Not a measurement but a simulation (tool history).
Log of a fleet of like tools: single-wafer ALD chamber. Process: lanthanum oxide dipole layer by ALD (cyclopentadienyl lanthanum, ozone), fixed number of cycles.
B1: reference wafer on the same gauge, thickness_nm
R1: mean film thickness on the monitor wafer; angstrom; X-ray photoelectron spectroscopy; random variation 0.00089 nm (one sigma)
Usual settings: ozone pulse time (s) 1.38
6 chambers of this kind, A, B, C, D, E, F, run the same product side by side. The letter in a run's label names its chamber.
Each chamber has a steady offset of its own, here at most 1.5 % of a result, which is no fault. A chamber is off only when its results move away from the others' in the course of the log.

Run 1F, day 0.383: usual settings; B1 0.45388. Result: R1 5.3847 angstrom.
Run 2E, day 0.696: usual settings; B1 0.4539. Result: R1 5.4293 angstrom.
Run 3A, day 1.062: usual settings; B1 0.45377. Result: R1 5.3812 angstrom.
Run 4B, day 1.262: usual settings; B1 0.45359. Result: R1 5.4762 angstrom.
Run 5D, day 1.562: usual settings; B1 0.45358. Result: R1 5.4008 angstrom.
Run 6C, day 1.862: usual settings; B1 0.45356. Result: R1 5.3622 angstrom.
Run 7A, day 2.238: usual settings but ozone pulse time (s) 1.69; B1 0.45342. Result: R1 5.5326 angstrom.
Run 8E, day 2.508: usual settings but ozone pulse time (s) 1.69; B1 0.45317. Result: R1 5.6028 angstrom.
Run 9D, day 2.729: usual settings but ozone pulse time (s) 1.69; B1 0.45334. Result: R1 5.5573 angstrom.
Run 10F, day 2.958: usual settings but ozone pulse time (s) 1.69; B1 0.45321. Result: R1 5.5568 angstrom.
Run 11B, day 3.175: usual settings but ozone pulse time (s) 1.69; B1 0.453. Result: R1 5.6306 angstrom.
Run 12C, day 3.412: usual settings but ozone pulse time (s) 1.69; B1 0.45284. Result: R1 5.5352 angstrom.
Run 13E, day 3.821: usual settings but ozone pulse time (s) 1.62; B1 0.45283. Result: R1 5.5632 angstrom.
Run 14D, day 4.092: usual settings but ozone pulse time (s) 1.62; B1 0.45294. Result: R1 5.5623 angstrom.
Run 15A, day 4.308: usual settings but ozone pulse time (s) 1.62; B1 0.45294. Result: R1 5.5111 angstrom.
Run 16C, day 4.533: usual settings but ozone pulse time (s) 1.62; B1 0.4528. Result: R1 5.505 angstrom.
At day 4.621: chamber C: thermocouple changed; heater temperature recalibrated.
Run 17B, day 4.9: usual settings but ozone pulse time (s) 1.62; B1 0.45261. Result: R1 5.5939 angstrom.
Run 18F, day 5.229: usual settings but ozone pulse time (s) 1.62; B1 0.45261. Result: R1 5.5118 angstrom.
Run 19F, day 5.5: usual settings; B1 0.4525. Result: R1 5.3766 angstrom.
Run 20B, day 5.717: usual settings; B1 0.45256. Result: R1 5.4698 angstrom.
Run 21E, day 5.929: usual settings; B1 0.45237. Result: R1 5.4213 angstrom.
Run 22D, day 6.346: usual settings; B1 0.45227. Result: R1 5.3919 angstrom.
Run 23C, day 6.692: usual settings; B1 0.45197. Result: R1 5.3627 angstrom.
Run 24A, day 7.05: usual settings; B1 0.45213. Result: R1 5.3413 angstrom.
Run 25D, day 7.262: usual settings; B1 0.45205. Result: R1 5.3926 angstrom.
Run 26E, day 7.612: usual settings; B1 0.45206. Result: R1 5.413 angstrom.
Run 27A, day 7.817: usual settings; B1 0.45194. Result: R1 5.3587 angstrom.
Run 28C, day 8.075: usual settings; B1 0.45178. Result: R1 5.3504 angstrom.
Run 29F, day 8.483: usual settings; B1 0.45158. Result: R1 5.3691 angstrom.
Run 30B, day 8.9: usual settings; B1 0.45161. Result: R1 5.4427 angstrom.
Run 31D, day 9.317: usual settings but ozone pulse time (s) 0.95; B1 0.45139. Result: R1 4.9084 angstrom.
Run 32B, day 9.629: usual settings but ozone pulse time (s) 0.95; B1 0.45152. Result: R1 4.9544 angstrom.
Run 33C, day 9.933: usual settings but ozone pulse time (s) 0.95; B1 0.45112. Result: R1 4.8617 angstrom.
Run 34E, day 10.208: usual settings but ozone pulse time (s) 0.95; B1 0.45134. Result: R1 4.9112 angstrom.
Run 35F, day 10.4: usual settings but ozone pulse time (s) 0.95; B1 0.4513. Result: R1 4.873 angstrom.
Run 36A, day 10.767: usual settings but ozone pulse time (s) 0.95; B1 0.45108. Result: R1 4.8478 angstrom.
Run 37C, day 11.012: usual settings; B1 0.45108. Result: R1 5.3419 angstrom.

Next, every chamber runs the same settings. What will each give?
Run 38A, day 11.312: usual settings. Result: R1 ?.
Run 38B, day 11.312: usual settings. Result: R1 ?.
Run 38C, day 11.312: usual settings. Result: R1 ?.
Run 38D, day 11.312: usual settings. Result: R1 ?.
Run 38E, day 11.312: usual settings. Result: R1 ?.
Run 38F, day 11.312: usual settings. Result: R1 ?.

run      R1
38A  5.3363
38B  5.4265
38C  5.3583
38D  5.3918
38E  5.3936
38F  5.3614
